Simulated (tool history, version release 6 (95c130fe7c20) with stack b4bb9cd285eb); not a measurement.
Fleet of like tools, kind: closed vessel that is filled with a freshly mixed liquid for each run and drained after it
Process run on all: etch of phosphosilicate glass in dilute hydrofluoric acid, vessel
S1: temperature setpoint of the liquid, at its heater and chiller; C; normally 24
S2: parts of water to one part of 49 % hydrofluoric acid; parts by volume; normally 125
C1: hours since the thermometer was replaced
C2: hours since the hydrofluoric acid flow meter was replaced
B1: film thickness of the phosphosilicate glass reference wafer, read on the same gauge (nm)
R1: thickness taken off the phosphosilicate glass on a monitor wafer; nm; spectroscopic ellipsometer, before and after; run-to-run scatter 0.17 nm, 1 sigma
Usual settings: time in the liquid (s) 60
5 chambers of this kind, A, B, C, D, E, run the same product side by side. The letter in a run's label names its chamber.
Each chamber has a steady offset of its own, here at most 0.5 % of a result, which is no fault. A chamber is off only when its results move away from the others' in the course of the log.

{"run": "1A", "hour": 11.8, "S1": 24, "S2": 125, "time in the liquid (s)": 60, "C1": 13.5, "C2": 641.4, "B1": 140.03, "R1": 27.863}
{"run": "2B", "hour": 24.0, "S1": 24, "S2": 125, "time in the liquid (s)": 60, "C1": 1618.2, "C2": 1465, "B1": 140, "R1": 27.668}
{"run": "3D", "hour": 32.2, "S1": 24, "S2": 125, "time in the liquid (s)": 60, "C1": 40.7, "C2": 176.1, "B1": 140, "R1": 28.067}
{"run": "4C", "hour": 45.5, "S1": 24, "S2": 125, "time in the liquid (s)": 60, "C1": 2632.9, "C2": 289.2, "B1": 140, "R1": 27.914}
{"run": "5E", "hour": 56.9, "S1": 24, "S2": 125, "time in the liquid (s)": 60, "C1": 992.8, "C2": 144.6, "B1": 140, "R1": 27.947}
{"run": "6B", "hour": 65.6, "S1": 24, "S2": 125, "time in the liquid (s)": 60, "C1": 1659.8, "C2": 1506.6, "B1": 140.01, "R1": 27.873}
{"run": "7A", "hour": 78.2, "S1": 21, "S2": 175, "time in the liquid (s)": 60, "C1": 79.9, "C2": 707.8, "B1": 140, "R1": 16.684}
{"run": "8E", "hour": 89.7, "S1": 21, "S2": 175, "time in the liquid (s)": 60, "C1": 1025.6, "C2": 177.4, "B1": 139.99, "R1": 16.82}
{"hour": 92.9, "done": "chamber C: thermometer replaced"}
{"hour": 96.4, "done": "chamber B: thermometer replaced"}
{"run": "9D", "hour": 96.5, "S1": 21, "S2": 175, "time in the liquid (s)": 60, "C1": 105, "C2": 240.4, "B1": 139.98, "R1": 16.604}
{"run": "10C", "hour": 103.1, "S1": 21, "S2": 175, "time in the liquid (s)": 60, "C1": 10.2, "C2": 346.8, "B1": 139.97, "R1": 16.936}
{"run": "11E", "hour": 112.7, "S1": 21, "S2": 175, "time in the liquid (s)": 60, "C1": 1048.6, "C2": 200.4, "B1": 140, "R1": 16.858}
{"run": "12C", "hour": 123.9, "S1": 24, "S2": 125, "time in the liquid (s)": 60, "C1": 31, "C2": 367.6, "B1": 139.99, "R1": 28.122}
{"run": "13D", "hour": 130.9, "S1": 27, "S2": 125, "time in the liquid (s)": 70, "C1": 139.4, "C2": 274.8, "B1": 139.97, "R1": 36.087}
{"run": "14A", "hour": 141.0, "S1": 27, "S2": 125, "time in the liquid (s)": 70, "C1": 142.7, "C2": 770.6, "B1": 140, "R1": 36.41}
{"run": "15B", "hour": 153.6, "S1": 27, "S2": 125, "time in the liquid (s)": 70, "C1": 57.2, "C2": 1594.6, "B1": 139.99, "R1": 36.963}
{"run": "16D", "hour": 163.0, "S1": 27, "S2": 125, "time in the liquid (s)": 70, "C1": 171.5, "C2": 306.9, "B1": 139.98, "R1": 36.635}
{"run": "17E", "hour": 173.4, "S1": 27, "S2": 125, "time in the liquid (s)": 70, "C1": 1109.3, "C2": 261.1, "B1": 140, "R1": 36.462}
{"hour": 174.2, "done": "chamber C: hydrofluoric acid flow meter replaced"}
{"run": "18C", "hour": 185.3, "S1": 24, "S2": 125, "time in the liquid (s)": 60, "C1": 92.4, "C2": 11.2, "B1": 140.02, "R1": 28.297}
{"run": "19A", "hour": 193.1, "S1": 24, "S2": 125, "time in the liquid (s)": 60, "C1": 194.8, "C2": 822.7, "B1": 139.98, "R1": 27.27}
{"run": "20B", "hour": 202.8, "S1": 24, "S2": 125, "time in the liquid (s)": 60, "C1": 106.4, "C2": 1643.8, "B1": 139.99, "R1": 28.067}
{"run": "21A", "hour": 215.9, "S1": 24, "S2": 125, "time in the liquid (s)": 60, "C1": 217.6, "C2": 845.5, "B1": 140.03, "R1": 26.895}
{"run": "22B", "hour": 226.5, "S1": 24, "S2": 125, "time in the liquid (s)": 60, "C1": 130.1, "C2": 1667.5, "B1": 140.02, "R1": 28.068}
{"run": "23C", "hour": 239.2, "S1": 24, "S2": 125, "time in the liquid (s)": 60, "C1": 146.3, "C2": 65.1, "B1": 140.02, "R1": 28.056}
{"run": "24D", "hour": 246.3, "S1": 19, "S2": 125, "time in the liquid (s)": 30, "C1": 254.8, "C2": 390.2, "B1": 139.99, "R1": 11.406}
{"run": "25E", "hour": 257.1, "S1": 19, "S2": 125, "time in the liquid (s)": 30, "C1": 1193, "C2": 344.8, "B1": 140, "R1": 11.439}
{"run": "26E", "hour": 264.6, "S1": 19, "S2": 125, "time in the liquid (s)": 30, "C1": 1200.5, "C2": 352.3, "B1": 140.03, "R1": 11.308}
{"run": "27B", "hour": 270.7, "S1": 19, "S2": 125, "time in the liquid (s)": 30, "C1": 174.3, "C2": 1711.7, "B1": 139.97, "R1": 11.489}
{"run": "28A", "hour": 281.4, "S1": 19, "S2": 125, "time in the liquid (s)": 30, "C1": 283.1, "C2": 911, "B1": 140, "R1": 10.709}
{"run": "29D", "hour": 294.2, "S1": 24, "S2": 125, "time in the liquid (s)": 60, "C1": 302.7, "C2": 438.1, "B1": 140.02, "R1": 28.154}
{"run": "30C", "hour": 300.8, "S1": 24, "S2": 125, "time in the liquid (s)": 60, "C1": 207.9, "C2": 126.7, "B1": 139.98, "R1": 28.182}
{"run": "31D", "hour": 308.9, "S1": 24, "S2": 125, "time in the liquid (s)": 60, "C1": 317.4, "C2": 452.8, "B1": 139.96, "R1": 27.621}
{"run": "32C", "hour": 316.7, "S1": 24, "S2": 125, "time in the liquid (s)": 60, "C1": 223.8, "C2": 142.6, "B1": 140.01, "R1": 27.984}

All 5 chambers run these settings next. Forecast each chamber's results:
{"run": "33A", "hour": 326.4, "S1": 24, "S2": 125, "time in the liquid (s)": 85, "R1": "?"}
{"run": "33B", "hour": 326.4, "S1": 24, "S2": 125, "time in the liquid (s)": 85, "R1": "?"}
{"run": "33C", "hour": 326.4, "S1": 24, "S2": 125, "time in the liquid (s)": 85, "R1": "?"}
{"run": "33D", "hour": 326.4, "S1": 24, "S2": 125, "time in the liquid (s)": 85, "R1": "?"}
{"run": "33E", "hour": 326.4, "S1": 24, "S2": 125, "time in the liquid (s)": 85, "R1": "?"}

run=33A R1=36.334
run=33B R1=39.623
run=33C R1=40.092
run=33D R1=39.582
run=33E R1=39.72

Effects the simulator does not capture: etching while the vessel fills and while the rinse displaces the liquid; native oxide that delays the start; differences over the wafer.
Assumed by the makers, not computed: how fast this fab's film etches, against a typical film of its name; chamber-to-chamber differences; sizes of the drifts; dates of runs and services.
